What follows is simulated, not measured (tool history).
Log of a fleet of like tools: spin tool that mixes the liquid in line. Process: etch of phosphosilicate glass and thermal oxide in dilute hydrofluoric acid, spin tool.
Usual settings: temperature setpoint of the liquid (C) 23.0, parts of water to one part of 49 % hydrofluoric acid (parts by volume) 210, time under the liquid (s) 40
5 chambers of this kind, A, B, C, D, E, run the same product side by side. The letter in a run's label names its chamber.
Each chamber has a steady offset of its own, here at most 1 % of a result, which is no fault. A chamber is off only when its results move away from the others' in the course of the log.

| run | hour | temperature setpoint of the liquid (C) | parts of water to one part of 49 % hydrofluoric acid (parts by volume) | time under the liquid (s) | hours since the thermometer was replaced | hours since the hydrofluoric acid flow meter was replaced | read-back film thickness of the phosphosilicate glass reference wafer, read on the same gauge (nm) | read-back film thickness of the thermal oxide reference wafer, read on the same gauge (nm) | thickness taken off the phosphosilicate glass on a monitor wafer (angstrom) | thickness taken off the thermal oxide on a monitor wafer (angstrom) |
|---|---|---|---|---|---|---|---|---|---|---|
| 1A | 16.1 | 23.0 | 210 | 40 | 908.4 | 1044.0 | 100.000 | 30.019 | 319.82 | 7.9728 |
| 2D | 28.6 | 23.0 | 210 | 40 | 1115.5 | 1259.5 | 99.997 | 29.996 | 322.73 | 8.0764 |
| 3B | 37.6 | 23.0 | 210 | 40 | 1615.3 | 1824.5 | 100.010 | 29.987 | 316.36 | 7.7226 |
| 4E | 53.3 | 23.0 | 210 | 40 | 117.1 | 2138.9 | 99.990 | 29.981 | 321.75 | 8.2870 |
| 5C | 68.7 | 23.0 | 210 | 25 | 184.3 | 594.1 | 100.020 | 29.986 | 203.36 | 5.0519 |
|  | 77.9 | chamber B: hydrofluoric acid flow meter replaced |
| 6A | 78.1 | 23.0 | 210 | 25 | 970.4 | 1106.0 | 99.977 | 30.000 | 204.81 | 5.0305 |
| 7B | 85.9 | 23.0 | 210 | 25 | 1663.6 | 8.0 | 99.974 | 30.000 | 202.26 | 4.9037 |
| 8E | 100.4 | 23.0 | 210 | 25 | 164.2 | 2186.0 | 100.020 | 30.021 | 203.81 | 5.4388 |
|  | 111.0 | chamber A: hydrofluoric acid flow meter replaced |
| 9C | 111.1 | 23.0 | 210 | 25 | 226.7 | 636.5 | 100.030 | 30.003 | 201.18 | 4.9445 |
| 10D | 119.3 | 19.5 | 245 | 40 | 1206.2 | 1350.2 | 100.000 | 30.017 | 239.09 | 5.7964 |
| 11B | 132.5 | 19.5 | 245 | 40 | 1710.2 | 54.6 | 100.020 | 30.010 | 236.58 | 5.9351 |
| 12C | 140.5 | 19.5 | 245 | 40 | 256.1 | 665.9 | 99.986 | 29.995 | 230.51 | 5.7708 |
| 13D | 151.5 | 19.5 | 245 | 40 | 1238.4 | 1382.4 | 100.000 | 29.997 | 237.69 | 5.7431 |
| 14A | 161.7 | 19.5 | 245 | 40 | 1054.0 | 50.7 | 100.000 | 29.998 | 235.75 | 5.4979 |
| 15E | 170.0 | 23.0 | 210 | 40 | 233.8 | 2255.6 | 100.010 | 29.991 | 327.20 | 7.7741 |
| 16D | 180.9 | 23.0 | 210 | 40 | 1267.8 | 1411.8 | 99.984 | 29.998 | 323.97 | 8.1270 |
| 17E | 193.1 | 23.0 | 210 | 40 | 256.9 | 2278.7 | 99.984 | 29.992 | 326.12 | 7.9226 |
| 18A | 206.3 | 23.0 | 210 | 40 | 1098.6 | 95.3 | 99.996 | 30.003 | 326.40 | 7.5154 |
| 19C | 213.9 | 23.0 | 210 | 40 | 329.5 | 739.3 | 100.010 | 30.010 | 321.64 | 8.1799 |
| 20B | 223.2 | 23.0 | 210 | 20 | 1800.9 | 145.3 | 100.000 | 30.004 | 163.32 | 4.0128 |
| 21B | 237.3 | 23.0 | 210 | 20 | 1815.0 | 159.4 | 99.960 | 29.994 | 162.24 | 3.9644 |
| 22D | 247.7 | 23.0 | 210 | 20 | 1334.6 | 1478.6 | 100.020 | 30.009 | 161.99 | 3.7871 |
| 23A | 258.2 | 23.0 | 210 | 20 | 1150.5 | 147.2 | 99.975 | 30.017 | 164.79 | 3.6655 |
| 24E | 271.5 | 23.0 | 210 | 20 | 335.3 | 2357.1 | 100.010 | 29.984 | 162.93 | 3.9880 |
| 25C | 280.6 | 23.0 | 210 | 40 | 396.2 | 806.0 | 100.020 | 30.006 | 325.60 | 7.5940 |
| 26E | 295.6 | 23.0 | 210 | 40 | 359.4 | 2381.2 | 100.010 | 29.982 | 329.55 | 7.8892 |
| 27C | 304.3 | 23.0 | 210 | 40 | 419.9 | 829.7 | 99.964 | 29.990 | 323.56 | 7.4793 |
| 28D | 319.5 | 23.0 | 210 | 40 | 1406.4 | 1550.4 | 99.986 | 30.012 | 326.86 | 8.1369 |
| 29A | 330.0 | 23.0 | 210 | 40 | 1222.3 | 219.0 | 100.010 | 29.998 | 325.41 | 8.2590 |
| 30B | 344.1 | 23.0 | 210 | 40 | 1921.8 | 266.2 | 100.040 | 29.996 | 323.40 | 8.0480 |
| 31A | 352.3 | 23.0 | 210 | 40 | 1244.6 | 241.3 | 100.020 | 29.998 | 326.93 | 7.7070 |
| 32E | 359.7 | 23.0 | 210 | 40 | 423.5 | 2445.3 | 100.000 | 30.002 | 329.64 | 8.1103 |
| 33C | 372.5 | 23.0 | 210 | 40 | 488.1 | 897.9 | 100.010 | 29.985 | 325.81 | 7.9776 |
| 34D | 386.8 | 18.0 | 140 | 40 | 1473.7 | 1617.7 | 99.968 | 30.012 | 424.99 | 10.0710 |
| 35B | 402.4 | 18.0 | 140 | 40 | 1980.1 | 324.5 | 100.020 | 30.021 | 424.78 | 10.0550 |
| 36B | 415.6 | 18.0 | 140 | 40 | 1993.3 | 337.7 | 100.010 | 30.004 | 426.22 | 10.6850 |

Next, every chamber runs the same settings. What will each give?
| 37A | 427.6 | 23.0 | 210 | 40 |  |  |  |  | ? | ? |
| 37B | 427.6 | 23.0 | 210 | 40 |  |  |  |  | ? | ? |
| 37C | 427.6 | 23.0 | 210 | 40 |  |  |  |  | ? | ? |
| 37D | 427.6 | 23.0 | 210 | 40 |  |  |  |  | ? | ? |
| 37E | 427.6 | 23.0 | 210 | 40 |  |  |  |  | ? | ? |

| run | thickness taken off the phosphosilicate glass on a monitor wafer (angstrom) | thickness taken off the thermal oxide on a monitor wafer (angstrom) |
|---|---|---|
| 37A | 324.31 | 7.6451 |
| 37B | 322.16 | 8.2492 |
| 37C | 322.93 | 8.3135 |
| 37D | 328.14 | 8.3395 |
| 37E | 332.31 | 7.8021 |
